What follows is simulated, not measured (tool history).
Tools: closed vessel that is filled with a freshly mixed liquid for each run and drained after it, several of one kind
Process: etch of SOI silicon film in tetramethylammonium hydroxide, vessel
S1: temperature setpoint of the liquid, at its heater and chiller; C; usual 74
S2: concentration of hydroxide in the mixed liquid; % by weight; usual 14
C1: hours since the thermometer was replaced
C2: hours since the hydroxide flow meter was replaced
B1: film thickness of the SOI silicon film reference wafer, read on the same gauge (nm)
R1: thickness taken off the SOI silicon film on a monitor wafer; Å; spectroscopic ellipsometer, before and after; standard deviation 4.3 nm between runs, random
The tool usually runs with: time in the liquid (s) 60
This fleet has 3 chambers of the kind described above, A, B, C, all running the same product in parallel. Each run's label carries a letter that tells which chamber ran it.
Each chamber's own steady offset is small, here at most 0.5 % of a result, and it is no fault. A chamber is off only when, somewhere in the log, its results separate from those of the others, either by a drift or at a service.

run 1C hour=14.9 | S1=74 S2=14 time_in_the_liquid_(s)=60 | C1=480.1 C2=531.0 | B1=90.016 | R1=4674.0
run 2A hour=25.5 | S1=74 S2=14 time_in_the_liquid_(s)=60 | C1=2222.6 C2=1011.2 | B1=89.986 | R1=4658.9
run 3B hour=32.1 | S1=74 S2=14 time_in_the_liquid_(s)=60 | C1=85.2 C2=139.5 | B1=89.986 | R1=4680.2
run 4C hour=40.8 | S1=74 S2=14 time_in_the_liquid_(s)=60 | C1=506.0 C2=556.9 | B1=90.004 | R1=4768.4
run 5A hour=55.4 | S1=74 S2=14 time_in_the_liquid_(s)=60 | C1=2252.5 C2=1041.1 | B1=89.990 | R1=4654.1
-- hour=58.9 chamber A: thermometer replaced
run 6B hour=61.9 | S1=74 S2=14 time_in_the_liquid_(s)=60 | C1=115.0 C2=169.3 | B1=90.007 | R1=4692.8
-- hour=67.3 chamber C: hydroxide flow meter replaced
run 7B hour=75.6 | S1=74 S2=14 time_in_the_liquid_(s)=60 | C1=128.7 C2=183.0 | B1=89.988 | R1=4682.7
run 8A hour=86.5 | S1=74 S2=14 time_in_the_liquid_(s)=60 | C1=27.7 C2=1072.2 | B1=90.025 | R1=4652.4
run 9C hour=97.0 | S1=74 S2=14 time_in_the_liquid_(s)=60 | C1=562.2 C2=29.7 | B1=90.012 | R1=4733.3
run 10A hour=107.0 | S1=74 S2=14 time_in_the_liquid_(s)=60 | C1=48.2 C2=1092.7 | B1=90.020 | R1=4703.3
run 11C hour=117.2 | S1=74 S2=14 time_in_the_liquid_(s)=60 | C1=582.4 C2=49.9 | B1=90.014 | R1=4623.3
run 12B hour=129.2 | S1=74 S2=14 time_in_the_liquid_(s)=60 | C1=182.3 C2=236.6 | B1=89.962 | R1=4700.1
run 13A hour=137.0 | S1=74 S2=14 time_in_the_liquid_(s)=60 | C1=78.2 C2=1122.7 | B1=90.011 | R1=4622.4
run 14C hour=149.1 | S1=74 S2=14 time_in_the_liquid_(s)=60 | C1=614.3 C2=81.8 | B1=89.985 | R1=4675.1
run 15B hour=157.4 | S1=74 S2=14 time_in_the_liquid_(s)=60 | C1=210.5 C2=264.8 | B1=90.013 | R1=4747.2
run 16A hour=165.9 | S1=74 S2=14 time_in_the_liquid_(s)=60 | C1=107.1 C2=1151.6 | B1=89.984 | R1=4595.2
run 17C hour=178.9 | S1=71 S2=14 time_in_the_liquid_(s)=60 | C1=644.1 C2=111.6 | B1=89.982 | R1=3926.0
run 18B hour=187.5 | S1=71 S2=14 time_in_the_liquid_(s)=60 | C1=240.6 C2=294.9 | B1=90.014 | R1=3893.4
run 19B hour=202.3 | S1=71 S2=14 time_in_the_liquid_(s)=60 | C1=255.4 C2=309.7 | B1=89.989 | R1=3934.9
run 20A hour=210.8 | S1=74 S2=14 time_in_the_liquid_(s)=60 | C1=152.0 C2=1196.5 | B1=90.003 | R1=4655.6
run 21C hour=225.3 | S1=74 S2=14 time_in_the_liquid_(s)=60 | C1=690.5 C2=158.0 | B1=90.032 | R1=4685.2
run 22C hour=235.1 | S1=74 S2=14 time_in_the_liquid_(s)=60 | C1=700.3 C2=167.8 | B1=90.021 | R1=4717.7
run 23B hour=242.4 | S1=74 S2=14 time_in_the_liquid_(s)=60 | C1=295.5 C2=349.8 | B1=90.003 | R1=4717.6
run 24A hour=250.7 | S1=74 S2=14 time_in_the_liquid_(s)=60 | C1=191.9 C2=1236.4 | B1=89.966 | R1=4645.7
run 25A hour=262.4 | S1=74 S2=14 time_in_the_liquid_(s)=60 | C1=203.6 C2=1248.1 | B1=90.022 | R1=4699.9
run 26C hour=272.0 | S1=74 S2=14 time_in_the_liquid_(s)=60 | C1=737.2 C2=204.7 | B1=89.981 | R1=4624.9
run 27B hour=284.6 | S1=74 S2=14 time_in_the_liquid_(s)=60 | C1=337.7 C2=392.0 | B1=90.007 | R1=4695.3

Each of the 3 chambers runs these same settings next. Fill in every chamber's results:
run 28A hour=295.4 | S1=74 S2=14 time_in_the_liquid_(s)=50 | R1=?
run 28B hour=295.4 | S1=74 S2=14 time_in_the_liquid_(s)=50 | R1=?
run 28C hour=295.4 | S1=74 S2=14 time_in_the_liquid_(s)=50 | R1=?

run=28A R1=3893.8
run=28B R1=3892.5
run=28C R1=3925.4

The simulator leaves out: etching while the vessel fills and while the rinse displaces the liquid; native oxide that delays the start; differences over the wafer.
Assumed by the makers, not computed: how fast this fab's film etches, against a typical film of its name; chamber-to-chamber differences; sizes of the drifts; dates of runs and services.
